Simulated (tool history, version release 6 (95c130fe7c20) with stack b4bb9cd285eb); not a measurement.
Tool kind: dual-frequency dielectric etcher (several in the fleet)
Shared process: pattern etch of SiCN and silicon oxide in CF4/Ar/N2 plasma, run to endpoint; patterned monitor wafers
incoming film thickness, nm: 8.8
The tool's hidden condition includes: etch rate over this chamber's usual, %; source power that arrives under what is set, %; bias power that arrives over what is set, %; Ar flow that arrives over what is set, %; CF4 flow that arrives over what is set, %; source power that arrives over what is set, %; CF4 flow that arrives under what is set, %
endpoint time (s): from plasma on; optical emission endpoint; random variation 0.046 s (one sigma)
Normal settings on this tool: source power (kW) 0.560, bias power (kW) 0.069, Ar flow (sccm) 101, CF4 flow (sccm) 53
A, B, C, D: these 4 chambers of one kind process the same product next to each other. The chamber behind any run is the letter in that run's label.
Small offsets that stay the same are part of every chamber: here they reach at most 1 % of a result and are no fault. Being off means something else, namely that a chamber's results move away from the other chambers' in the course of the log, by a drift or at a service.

run,hour,source power (kW),bias power (kW),Ar flow (sccm),CF4 flow (sccm),hours since the last wet clean,hours since the last source power generator calibration,hours since the last bias power generator calibration,hours since the last Ar flow controller change,hours since the last CF4 flow controller change,endpoint time (s)
1A,2.4,0.560,0.069,101,53,12.8,2047.5,1045.4,1424.2,2638.0,9.0040
2B,4.5,0.560,0.069,101,53,242.3,2107.5,1113.4,851.4,3762.9,8.8615
3C,7.9,0.560,0.069,101,53,366.3,2375.6,207.8,714.6,3834.9,8.9117
4D,10.7,0.560,0.069,101,53,208.3,1214.3,393.7,4481.2,1867.6,8.8772
5B,14.1,0.560,0.069,101,53,251.9,2117.1,1123.0,861.0,3772.5,9.0370
6C,16.5,0.560,0.069,101,53,374.9,2384.2,216.4,723.2,3843.5,8.9835
7A,19.0,0.560,0.069,101,53,29.4,2064.1,1062.0,1440.8,2654.6,8.9244
8D,21.6,0.560,0.069,101,53,219.2,1225.2,404.6,4492.1,1878.5,8.9381
9B,23.8,0.560,0.069,101,53,261.6,2126.8,1132.7,870.7,3782.2,8.9603
10C,26.3,0.560,0.069,101,53,384.7,2394.0,226.2,733.0,3853.3,8.8753
11A,28.6,0.560,0.069,101,53,39.0,2073.7,1071.6,1450.4,2664.2,8.9697
12D,33.1,0.560,0.069,101,53,230.7,1236.7,416.1,4503.6,1890.0,9.0879
13C,36.2,0.560,0.069,101,53,394.6,2403.9,236.1,742.9,3863.2,8.8935
14D,38.4,0.560,0.069,101,53,236.0,1242.0,421.4,4508.9,1895.3,8.9503
15A,41.1,0.560,0.069,101,53,51.5,2086.2,1084.1,1462.9,2676.7,9.0581
16B,43.9,0.560,0.069,101,53,281.7,2146.9,1152.8,890.8,3802.3,8.9412
17A,46.8,0.560,0.069,101,53,57.2,2091.9,1089.8,1468.6,2682.4,8.9184
18B,50.4,0.560,0.069,101,53,288.2,2153.4,1159.3,897.3,3808.8,8.9880
19C,54.0,0.560,0.069,101,53,412.4,2421.7,253.9,760.7,3881.0,8.8603
20D,57.3,0.560,0.069,88,53,254.9,1260.9,440.3,4527.8,1914.2,8.7239
21B,61.0,0.560,0.069,88,53,298.8,2164.0,1169.9,907.9,3819.4,8.7431
22A,65.3,0.560,0.069,88,53,75.7,2110.4,1108.3,1487.1,2700.9,8.8355
23D,68.9,0.560,0.069,88,53,266.5,1272.5,451.9,4539.4,1925.8,8.7109
24C,72.2,0.560,0.069,101,53,430.6,2439.9,272.1,778.9,3899.2,8.8394
25A,76.4,0.560,0.069,101,53,86.8,2121.5,1119.4,1498.2,2712.0,9.0536
26B,80.8,0.500,0.069,114,53,318.6,2183.8,1189.7,927.7,3839.2,10.0860
27C,83.5,0.500,0.069,114,53,441.9,2451.2,283.4,790.2,3910.5,10.0900
28D,86.7,0.500,0.069,114,53,284.3,1290.3,469.7,4557.2,1943.6,10.1230
29A,89.2,0.500,0.069,114,53,99.6,2134.3,1132.2,1511.0,2724.8,10.1720
30C,93.5,0.560,0.069,101,53,451.9,2461.2,293.4,800.2,3920.5,8.8927
31D,96.1,0.560,0.069,101,53,293.7,1299.7,479.1,4566.6,1953.0,9.0049
32B,99.9,0.560,0.069,101,53,337.7,2202.9,1208.8,946.8,3858.3,8.8991
33A,103.1,0.560,0.069,101,53,113.5,2148.2,1146.1,1524.9,2738.7,8.9136
34D,107.0,0.560,0.069,101,53,304.6,1310.6,490.0,4577.5,1963.9,8.9804
35B,110.8,0.560,0.069,101,53,348.6,2213.8,1219.7,957.7,3869.2,8.9281
36C,113.0,0.560,0.069,101,53,471.4,2480.7,312.9,819.7,3940.0,8.8635
37B,117.4,0.560,0.069,101,53,355.2,2220.4,1226.3,964.3,3875.8,9.0363
38D,121.2,0.560,0.069,101,53,318.8,1324.8,504.2,4591.7,1978.1,9.0200
39C,125.5,0.560,0.069,101,53,483.9,2493.2,325.4,832.2,3952.5,8.9233
40A,129.4,0.560,0.069,101,53,139.8,2174.5,1172.4,1551.2,2765.0,9.0477
41B,133.7,0.560,0.069,101,53,371.5,2236.7,1242.6,980.6,3892.1,8.9048
42C,136.0,0.560,0.069,101,53,494.4,2503.7,335.9,842.7,3963.0,8.8880
43D,138.4,0.560,0.069,101,53,336.0,1342.0,521.4,4608.9,1995.3,8.9685
44A,140.4,0.560,0.069,101,53,150.8,2185.5,1183.4,1562.2,2776.0,9.0335

The same settings go to every chamber for the next run, one line per chamber below. Forecast the results for each:
45A,143.6,0.560,0.083,101,53,,,,,,?
45B,143.6,0.560,0.083,101,53,,,,,,?
45C,143.6,0.560,0.083,101,53,,,,,,?
45D,143.6,0.560,0.083,101,53,,,,,,?

run,endpoint time (s)
45A,8.4081
45B,8.3801
45C,8.3358
45D,8.4583
